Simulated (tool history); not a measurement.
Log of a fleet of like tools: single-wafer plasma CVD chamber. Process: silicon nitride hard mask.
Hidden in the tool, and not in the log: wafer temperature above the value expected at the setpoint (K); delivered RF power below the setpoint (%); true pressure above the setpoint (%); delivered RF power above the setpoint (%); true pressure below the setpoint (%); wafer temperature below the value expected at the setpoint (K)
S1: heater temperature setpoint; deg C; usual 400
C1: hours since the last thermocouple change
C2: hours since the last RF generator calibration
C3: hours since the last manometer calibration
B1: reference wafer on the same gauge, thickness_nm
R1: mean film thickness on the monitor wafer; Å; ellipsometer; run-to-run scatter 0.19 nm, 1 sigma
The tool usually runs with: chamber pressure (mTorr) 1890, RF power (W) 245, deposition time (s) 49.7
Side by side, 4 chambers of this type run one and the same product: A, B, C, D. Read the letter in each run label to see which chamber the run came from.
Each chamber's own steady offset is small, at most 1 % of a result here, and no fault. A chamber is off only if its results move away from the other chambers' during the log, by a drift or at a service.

Run 1D, hour 8.2: usual settings; C1 93.1; C2 1321.8; C3 270.9; B1 62.097. Result: R1 520.5 Å.
Run 2B, hour 16.9: usual settings; C1 237.4; C2 573.4; C3 262.4; B1 62.13. Result: R1 527.21 Å.
Run 3A, hour 30: usual settings; C1 836.3; C2 1356.3; C3 2130.4; B1 62.103. Result: R1 515.83 Å.
Run 4C, hour 37.2: usual settings; C1 1713.9; C2 272.2; C3 425.9; B1 62.049. Result: R1 521.09 Å.
Run 5A, hour 44.2: usual settings; C1 850.5; C2 1370.5; C3 2144.6; B1 62.128. Result: R1 517.92 Å.
Run 6C, hour 55.3: usual settings; C1 1732; C2 290.3; C3 444; B1 62.085. Result: R1 520.9 Å.
Run 7D, hour 64.8: usual settings; C1 149.7; C2 1378.4; C3 327.5; B1 62.099. Result: R1 524.46 Å.
Run 8B, hour 71.5: usual settings but chamber pressure (mTorr) 1710, deposition time (s) 55.6; C1 292; C2 628; C3 317; B1 62.03. Result: R1 563.48 Å.
Run 9C, hour 77.7: usual settings but chamber pressure (mTorr) 1710, deposition time (s) 55.6; C1 1754.4; C2 312.7; C3 466.4; B1 62.021. Result: R1 568.63 Å.
Run 10D, hour 90.3: usual settings but chamber pressure (mTorr) 1710, deposition time (s) 55.6; C1 175.2; C2 1403.9; C3 353; B1 62.132. Result: R1 565.34 Å.
Run 11B, hour 101.4: usual settings but chamber pressure (mTorr) 1710, deposition time (s) 55.6; C1 321.9; C2 657.9; C3 346.9; B1 62.081. Result: R1 564.26 Å.
At hour 103.6: chamber A: capacitance manometer re-zeroed and calibrated.
Run 12A, hour 108.9: usual settings; C1 915.2; C2 1435.2; C3 5.4; B1 62.112. Result: R1 518.52 Å.
Run 13D, hour 120.2: usual settings; C1 205.1; C2 1433.8; C3 382.9; B1 62.084. Result: R1 519.99 Å.
Run 14A, hour 129.4: usual settings; C1 935.7; C2 1455.7; C3 25.9; B1 62.063. Result: R1 517.76 Å.
Run 15C, hour 138.1: usual settings; C1 1814.8; C2 373.1; C3 526.8; B1 62.15. Result: R1 520.47 Å.
Run 16B, hour 144.9: usual settings but RF power (W) 290; C1 365.4; C2 701.4; C3 390.4; B1 62.122. Result: R1 581.51 Å.
Run 17A, hour 152.8: usual settings but RF power (W) 290; C1 959.1; C2 1479.1; C3 49.3; B1 62.102. Result: R1 582.54 Å.
Run 18B, hour 162.9: usual settings but RF power (W) 290; C1 383.4; C2 719.4; C3 408.4; B1 62.113. Result: R1 579.06 Å.
Run 19D, hour 175.2: usual settings but RF power (W) 290; C1 260.1; C2 1488.8; C3 437.9; B1 62.071. Result: R1 590.52 Å.
Run 20C, hour 182.4: usual settings; C1 1859.1; C2 417.4; C3 571.1; B1 62.068. Result: R1 523.54 Å.
Run 21B, hour 190.7: usual settings; C1 411.2; C2 747.2; C3 436.2; B1 62.12. Result: R1 514.08 Å.
Run 22C, hour 200.8: usual settings; C1 1877.5; C2 435.8; C3 589.5; B1 62.077. Result: R1 523.48 Å.
Run 23A, hour 208: usual settings; C1 1014.3; C2 1534.3; C3 104.5; B1 62.12. Result: R1 517.15 Å.
Run 24D, hour 219: usual settings; C1 303.9; C2 1532.6; C3 481.7; B1 62.113. Result: R1 519.71 Å.
Run 25D, hour 226.2: usual settings; C1 311.1; C2 1539.8; C3 488.9; B1 62.089. Result: R1 522.86 Å.
Run 26B, hour 235: usual settings; C1 455.5; C2 791.5; C3 480.5; B1 62.105. Result: R1 509.1 Å.
Run 27A, hour 242.3: usual settings but chamber pressure (mTorr) 2100, deposition time (s) 52.7; C1 1048.6; C2 1568.6; C3 138.8; B1 62.153. Result: R1 562.6 Å.
Run 28C, hour 254.6: usual settings but chamber pressure (mTorr) 2100, deposition time (s) 52.7; C1 1931.3; C2 489.6; C3 643.3; B1 62.101. Result: R1 569.1 Å.
Run 29C, hour 264: usual settings but chamber pressure (mTorr) 2100, deposition time (s) 52.7; C1 1940.7; C2 499; C3 652.7; B1 62.09. Result: R1 569.49 Å.
Run 30A, hour 271.9: usual settings but chamber pressure (mTorr) 2100, deposition time (s) 52.7; C1 1078.2; C2 1598.2; C3 168.4; B1 62.082. Result: R1 558.77 Å.
Run 31B, hour 285.9: usual settings; C1 506.4; C2 842.4; C3 531.4; B1 62.124. Result: R1 502.7 Å.
Run 32D, hour 298: usual settings; C1 382.9; C2 1611.6; C3 560.7; B1 62.09. Result: R1 519.03 Å.

The same settings go to every chamber for the next run, one line per chamber below. Forecast the results for each:
Run 33A, hour 308.1: usual settings but S1 413 deg C. Result: R1 ?.
Run 33B, hour 308.1: usual settings but S1 413 deg C. Result: R1 ?.
Run 33C, hour 308.1: usual settings but S1 413 deg C. Result: R1 ?.
Run 33D, hour 308.1: usual settings but S1 413 deg C. Result: R1 ?.

run      R1
33A  511.22
33B  495.53
33C  520.06
33D  517.78
